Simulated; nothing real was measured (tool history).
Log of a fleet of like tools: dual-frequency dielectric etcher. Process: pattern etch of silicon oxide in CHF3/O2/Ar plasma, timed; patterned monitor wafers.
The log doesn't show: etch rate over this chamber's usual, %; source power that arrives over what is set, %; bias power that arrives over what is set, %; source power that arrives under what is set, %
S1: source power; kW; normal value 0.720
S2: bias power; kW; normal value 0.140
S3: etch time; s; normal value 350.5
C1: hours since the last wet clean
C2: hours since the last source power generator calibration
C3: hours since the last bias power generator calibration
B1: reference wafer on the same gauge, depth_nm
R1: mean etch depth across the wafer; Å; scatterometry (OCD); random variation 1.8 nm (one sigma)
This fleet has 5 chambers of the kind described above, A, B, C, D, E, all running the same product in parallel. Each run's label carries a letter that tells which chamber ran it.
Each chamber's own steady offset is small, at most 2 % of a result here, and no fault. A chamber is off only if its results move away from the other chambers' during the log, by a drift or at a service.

run   hour     S1     S2     S3     C1      C2      C3      B1      R1
 1C   16.3  0.720  0.140  350.5  614.1  1348.9  1226.3  560.88  6801.2
      18.1  -- chamber C: wet clean of the chamber
 2D   30.0  0.720  0.140  350.5  151.5   523.9  1885.7  561.00  6813.2
 3E   43.5  0.720  0.140  350.5  285.9  1402.9  1232.3  561.18  7007.0
 4A   55.1  0.720  0.140  350.5  215.8   855.2   442.9  560.87  6828.3
 5B   64.4  0.560  0.140  350.5  201.6    75.5  3227.1  561.24  6221.4
 6C   74.1  0.560  0.140  350.5   56.0  1406.7  1284.1  561.06  6140.3
      83.0  -- chamber D: bias power generator calibrated
 7B   83.8  0.560  0.140  350.5  221.0    94.9  3246.5  560.88  6223.0
 8A   92.0  0.560  0.140  350.5  252.7   892.1   479.8  561.28  6188.6
 9D  101.6  0.560  0.140  350.5  223.1   595.5    18.7  561.19  6205.4
10E  115.5  0.720  0.140  350.5  357.9  1474.9  1304.3  561.10  6952.1
11E  125.9  0.720  0.140  350.5  368.3  1485.3  1314.7  561.20  6964.4
12D  139.2  0.720  0.140  350.5  260.7   633.1    56.3  560.92  6827.3
13B  150.9  0.720  0.140  350.5  288.1   162.0  3313.6  561.15  6846.9
14A  164.8  0.720  0.140  350.5  325.5   964.9   552.6  561.19  6866.6
15C  173.1  0.720  0.140  350.5  155.0  1505.7  1383.1  560.90  6785.9
16E  183.4  0.720  0.140  350.5  425.8  1542.8  1372.2  560.52  6958.4
17A  199.5  0.720  0.140  350.5  360.2   999.6   587.3  560.89  6905.6
     205.7  -- chamber B: bias power generator calibrated
18C  208.3  0.660  0.140  265.0  190.2  1540.9  1418.3  560.98  4958.4
19B  219.8  0.660  0.140  265.0  357.0   230.9    14.1  561.10  4999.9
20D  227.6  0.660  0.140  265.0  349.1   721.5   144.7  561.02  5002.5
21C  238.7  0.660  0.140  265.0  220.6  1571.3  1448.7  561.12  4962.9
22B  254.7  0.660  0.140  265.0  391.9   265.8    49.0  561.21  5005.0
23E  263.9  0.720  0.140  350.5  506.3  1623.3  1452.7  561.02  6967.3
24A  275.2  0.720  0.114  350.5  435.9  1075.3   663.0  561.24  6559.0
25D  286.2  0.720  0.114  350.5  407.7   780.1   203.3  561.13  6421.0
26A  296.2  0.720  0.114  350.5  456.9  1096.3   684.0  560.94  6558.2
27B  306.5  0.720  0.114  350.5  443.7   317.6   100.8  560.91  6431.4
28E  314.0  0.720  0.114  350.5  556.4  1673.4  1502.8  561.00  6543.0
29C  325.4  0.720  0.140  350.5  307.3  1658.0  1535.4  561.35  6768.2
30D  334.9  0.720  0.140  350.5  456.4   828.8   252.0  560.64  6822.8
31E  349.2  0.720  0.140  350.5  591.6  1708.6  1538.0  561.13  6942.9
32C  363.5  0.640  0.140  444.5  345.4  1696.1  1573.5  561.02  8211.9
33A  378.1  0.640  0.140  444.5  538.8  1178.2   765.9  561.02  8539.6

Which is it: a chamber that has drifted or been left off by a service, a gauge drift common to all chambers, or only each chamber's usual small offset? If a chamber is off, name it and its likeliest cause.

One chamber, A, drifts off from the rest bit by bit.
Cause: etch rate over this chamber's usual, % = 3.34.

Below are 4 candidate recipes for chamber A's next run, each the usual settings with a change, their results shown as question marks. Which of them brings A's results back in line with what the other chambers give on the usual settings?
Maximum distance from the other chambers' mean on the usual settings for a result to count as in line: R1 63.0 Å
34A-1  390.0  0.720  0.140  339.5                   ?
34A-2  390.0  0.730  0.141  360.0                   ?
34A-3  390.0  0.750  0.140  350.5                   ?
34A-4  390.0  0.700  0.137  350.5                   ?

Mean of the other chambers on the usual settings: R1 6858.7 Å
  run      R1
34A-1  6851.4
34A-2  7321.3
34A-3  7188.7
34A-4  6947.3
34A-1 brings the chamber back in line.

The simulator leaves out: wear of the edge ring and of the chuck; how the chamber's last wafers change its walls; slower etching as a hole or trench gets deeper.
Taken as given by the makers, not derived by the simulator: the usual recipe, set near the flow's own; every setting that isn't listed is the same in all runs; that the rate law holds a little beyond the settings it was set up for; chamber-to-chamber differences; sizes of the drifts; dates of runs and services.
